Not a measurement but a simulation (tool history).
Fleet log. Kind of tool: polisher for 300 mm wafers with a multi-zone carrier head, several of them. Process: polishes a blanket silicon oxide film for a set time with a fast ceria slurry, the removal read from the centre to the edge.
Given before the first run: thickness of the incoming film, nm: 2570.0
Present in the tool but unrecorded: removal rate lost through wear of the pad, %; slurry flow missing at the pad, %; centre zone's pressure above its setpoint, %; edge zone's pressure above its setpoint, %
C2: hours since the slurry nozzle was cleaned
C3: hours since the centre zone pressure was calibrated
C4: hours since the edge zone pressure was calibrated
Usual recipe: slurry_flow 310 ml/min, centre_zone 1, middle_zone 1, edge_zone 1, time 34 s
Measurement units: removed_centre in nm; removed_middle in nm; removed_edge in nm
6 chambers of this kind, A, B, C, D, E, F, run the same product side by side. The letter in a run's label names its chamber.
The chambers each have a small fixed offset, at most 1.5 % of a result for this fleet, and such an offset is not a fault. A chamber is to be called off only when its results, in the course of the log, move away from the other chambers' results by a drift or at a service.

Run 1F, hour 6.6: usual settings; wafers polished on this pad 723; C2 845.3; C3 117; C4 283.9. Result: removed_centre 341.18 nm, removed_middle 337.39 nm, removed_edge 339.61 nm.
Run 2E, hour 15.7: usual settings; wafers polished on this pad 418; C2 447.8; C3 141.7; C4 97.4. Result: removed_centre 341.61 nm, removed_middle 340.12 nm, removed_edge 331.5 nm.
At hour 16.1: chamber F: slurry nozzle cleaned.
At hour 17.7: chamber B: worn pad replaced by a new one.
Run 3A, hour 22.4: usual settings; wafers polished on this pad 332; C2 229.1; C3 323.1; C4 434.4. Result: removed_centre 334.05 nm, removed_middle 343.04 nm, removed_edge 332.03 nm.
At hour 22.6: chamber D: worn pad replaced by a new one.
Run 4C, hour 31.8: usual settings; wafers polished on this pad 550; C2 324.8; C3 694.1; C4 513.1. Result: removed_centre 341.72 nm, removed_middle 327.78 nm, removed_edge 341 nm.
At hour 33.7: chamber F: worn pad replaced by a new one.
At hour 37.2: chamber E: worn pad replaced by a new one.
Run 5D, hour 42.7: usual settings; wafers polished on this pad 248; C2 474.1; C3 529.2; C4 397.8. Result: removed_centre 334.67 nm, removed_middle 337.83 nm, removed_edge 338.15 nm.
Run 6B, hour 53.3: usual settings; wafers polished on this pad 442; C2 159.5; C3 163.8; C4 351.6. Result: removed_centre 341.66 nm, removed_middle 336.77 nm, removed_edge 338.28 nm.
At hour 54.5: chamber A: worn pad replaced by a new one.
Run 7C, hour 63.3: usual settings; wafers polished on this pad 940; C2 356.3; C3 725.6; C4 544.6. Result: removed_centre 338.3 nm, removed_middle 333.89 nm, removed_edge 337.78 nm.
Run 8A, hour 69.5: usual settings but middle_zone 1.05, edge_zone 1.08; wafers polished on this pad 186; C2 276.2; C3 370.2; C4 481.5. Result: removed_centre 338.69 nm, removed_middle 358.02 nm, removed_edge 344.71 nm.
Run 9E, hour 75.6: usual settings but middle_zone 1.05, edge_zone 1.08; wafers polished on this pad 476; C2 507.7; C3 201.6; C4 157.3. Result: removed_centre 340.45 nm, removed_middle 351.31 nm, removed_edge 350.56 nm.
At hour 76.1: chamber D: centre zone pressure recalibrated.
At hour 77: chamber A: centre zone pressure recalibrated.
At hour 80: chamber B: worn pad replaced by a new one.
At hour 81.2: chamber C: worn pad replaced by a new one.
Run 10F, hour 84.2: usual settings but middle_zone 1.05, edge_zone 1.08; wafers polished on this pad 625; C2 68.2; C3 194.6; C4 361.5. Result: removed_centre 335.45 nm, removed_middle 355.87 nm, removed_edge 356.59 nm.
At hour 90: chamber E: worn pad replaced by a new one.
Run 11D, hour 91.4: usual settings but middle_zone 1.05, edge_zone 1.08; wafers polished on this pad 851; C2 522.8; C3 15.3; C4 446.5. Result: removed_centre 340.83 nm, removed_middle 345.61 nm, removed_edge 351.46 nm.
Run 12B, hour 99.4: usual settings but middle_zone 1.05, edge_zone 1.08; wafers polished on this pad 240; C2 205.6; C3 209.9; C4 397.7. Result: removed_centre 341.2 nm, removed_middle 351.2 nm, removed_edge 350.96 nm.
Run 13B, hour 107.6: usual settings but middle_zone 1.05, edge_zone 1.08; wafers polished on this pad 341; C2 213.8; C3 218.1; C4 405.9. Result: removed_centre 339.74 nm, removed_middle 355.1 nm, removed_edge 350.49 nm.
At hour 111.6: chamber A: worn pad replaced by a new one.
Run 14C, hour 117.9: usual settings; wafers polished on this pad 455; C2 410.9; C3 780.2; C4 599.2. Result: removed_centre 338.2 nm, removed_middle 336.31 nm, removed_edge 336.73 nm.
Run 15A, hour 126: usual settings; wafers polished on this pad 178; C2 332.7; C3 49; C4 538. Result: removed_centre 334.07 nm, removed_middle 353.7 nm, removed_edge 342.4 nm.
Run 16F, hour 130.8: usual settings; wafers polished on this pad 1202; C2 114.8; C3 241.2; C4 408.1. Result: removed_centre 342.06 nm, removed_middle 335.12 nm, removed_edge 344.26 nm.
At hour 131.3: chamber F: worn pad replaced by a new one.
At hour 135.7: chamber D: worn pad replaced by a new one.
At hour 138.1: chamber B: worn pad replaced by a new one.
Run 17E, hour 139.7: usual settings but centre_zone 0.94, time 24 s; wafers polished on this pad 616; C2 571.8; C3 265.7; C4 221.4. Result: removed_centre 225.35 nm, removed_middle 228.42 nm, removed_edge 236.6 nm.
At hour 147.4: chamber E: worn pad replaced by a new one.
Run 18D, hour 148.1: usual settings but centre_zone 0.94, time 24 s; wafers polished on this pad 154; C2 579.5; C3 72; C4 503.2. Result: removed_centre 221.96 nm, removed_middle 241.69 nm, removed_edge 235.49 nm.
Run 19A, hour 154.2: usual settings but centre_zone 0.94, time 24 s; wafers polished on this pad 528; C2 360.9; C3 77.2; C4 566.2. Result: removed_centre 220.15 nm, removed_middle 241 nm, removed_edge 237.62 nm.
At hour 156.7: chamber A: slurry nozzle cleaned.
Run 20B, hour 162.6: usual settings but centre_zone 0.94, time 24 s; wafers polished on this pad 304; C2 268.8; C3 273.1; C4 460.9. Result: removed_centre 227.5 nm, removed_middle 237.69 nm, removed_edge 239.98 nm.
At hour 166.6: chamber C: worn pad replaced by a new one.
At hour 167.2: chamber A: worn pad replaced by a new one.
Run 21F, hour 170.2: usual settings but centre_zone 0.94, time 24 s; wafers polished on this pad 482; C2 154.2; C3 280.6; C4 447.5. Result: removed_centre 225.34 nm, removed_middle 244.54 nm, removed_edge 244.62 nm.
At hour 174.2: chamber C: centre zone pressure recalibrated.
Run 22C, hour 179.5: usual settings but centre_zone 0.94, time 24 s; wafers polished on this pad 159; C2 472.5; C3 5.4; C4 660.8. Result: removed_centre 240.03 nm, removed_middle 242.44 nm, removed_edge 237.66 nm.
Run 23E, hour 187: usual settings; wafers polished on this pad 490; C2 619.1; C3 313; C4 268.7. Result: removed_centre 342.8 nm, removed_middle 325.24 nm, removed_edge 339.12 nm.
At hour 193.1: chamber D: slurry nozzle cleaned.
At hour 194.9: chamber B: edge zone pressure recalibrated.
Run 24D, hour 197.3: usual settings; wafers polished on this pad 763; C2 4.2; C3 121.2; C4 552.4. Result: removed_centre 342.78 nm, removed_middle 344.33 nm, removed_edge 333.72 nm.
At hour 200.1: chamber B: worn pad replaced by a new one.
Run 25B, hour 202.6: usual settings but centre_zone 1.04, middle_zone 0.92; wafers polished on this pad 31; C2 308.8; C3 313.1; C4 7.7. Result: removed_centre 358.75 nm, removed_middle 306.09 nm, removed_edge 337.16 nm.
At hour 203.4: chamber E: worn pad replaced by a new one.
Run 26A, hour 210.7: usual settings but centre_zone 1.04, middle_zone 0.92; wafers polished on this pad 539; C2 54.1; C3 133.7; C4 622.7. Result: removed_centre 351.07 nm, removed_middle 310.89 nm, removed_edge 333.32 nm.
At hour 211.8: chamber F: worn pad replaced by a new one.
Run 27C, hour 218.3: usual settings but centre_zone 1.04, middle_zone 0.92; wafers polished on this pad 640; C2 511.3; C3 44.2; C4 699.6. Result: removed_centre 381.52 nm, removed_middle 309.52 nm, removed_edge 333.55 nm.
At hour 224: chamber D: worn pad replaced by a new one.
Run 28F, hour 226.2: usual settings but centre_zone 1.04, middle_zone 0.92; wafers polished on this pad 178; C2 210.2; C3 336.6; C4 503.5. Result: removed_centre 356.51 nm, removed_middle 312.25 nm, removed_edge 335.54 nm.
Run 29D, hour 234.7: usual settings but centre_zone 1.04, middle_zone 0.92; wafers polished on this pad 132; C2 41.6; C3 158.6; C4 589.8. Result: removed_centre 353.86 nm, removed_middle 311.71 nm, removed_edge 334 nm.
At hour 238.1: chamber A: worn pad replaced by a new one.
Run 30E, hour 244.5: usual settings but centre_zone 1.04, middle_zone 0.92; wafers polished on this pad 509; C2 676.6; C3 370.5; C4 326.2. Result: removed_centre 356.45 nm, removed_middle 311.49 nm, removed_edge 333.88 nm.
At hour 247.8: chamber C: worn pad replaced by a new one.
Run 31B, hour 254.2: usual settings; wafers polished on this pad 670; C2 360.4; C3 364.7; C4 59.3. Result: removed_centre 340.99 nm, removed_middle 334.4 nm, removed_edge 335.57 nm.
Run 32A, hour 265: usual settings; wafers polished on this pad 334; C2 108.4; C3 188; C4 677. Result: removed_centre 330.62 nm, removed_middle 341.42 nm, removed_edge 340.71 nm.
At hour 267.3: chamber E: worn pad replaced by a new one.
Run 33C, hour 274.3: usual settings; wafers polished on this pad 329; C2 567.3; C3 100.2; C4 755.6. Result: removed_centre 360.43 nm, removed_middle 341.86 nm, removed_edge 334.56 nm.
Run 34E, hour 284.4: usual settings; wafers polished on this pad 212; C2 716.5; C3 410.4; C4 366.1. Result: removed_centre 343 nm, removed_middle 335.2 nm, removed_edge 333.19 nm.
Run 35F, hour 289.5: usual settings; wafers polished on this pad 962; C2 273.5; C3 399.9; C4 566.8. Result: removed_centre 338.08 nm, removed_middle 340.9 nm, removed_edge 335.11 nm.
Run 36D, hour 296.3: usual settings; wafers polished on this pad 895; C2 103.2; C3 220.2; C4 651.4. Result: removed_centre 342.89 nm, removed_middle 334.26 nm, removed_edge 336.29 nm.
Run 37D, hour 303.4: usual settings; wafers polished on this pad 983; C2 110.3; C3 227.3; C4 658.5. Result: removed_centre 341.33 nm, removed_middle 346.45 nm, removed_edge 334.86 nm.

Predict what each chamber gives when all 6 of them run the settings below next.
Run 38A, hour 311.3: usual settings. Result: removed_centre ?, removed_middle ?, removed_edge ?.
Run 38B, hour 311.3: usual settings. Result: removed_centre ?, removed_middle ?, removed_edge ?.
Run 38C, hour 311.3: usual settings. Result: removed_centre ?, removed_middle ?, removed_edge ?.
Run 38D, hour 311.3: usual settings. Result: removed_centre ?, removed_middle ?, removed_edge ?.
Run 38E, hour 311.3: usual settings. Result: removed_centre ?, removed_middle ?, removed_edge ?.
Run 38F, hour 311.3: usual settings. Result: removed_centre ?, removed_middle ?, removed_edge ?.

run  removed_centre  removed_middle  removed_edge
38A          333.39          340.96        337.64
38B          340.31          338.78        343.19
38C          362.18          339.64        335.43
38D          342.54          341.57        334.58
38E          340.81          332.76        340.79
38F          339.19          342.74        332.26
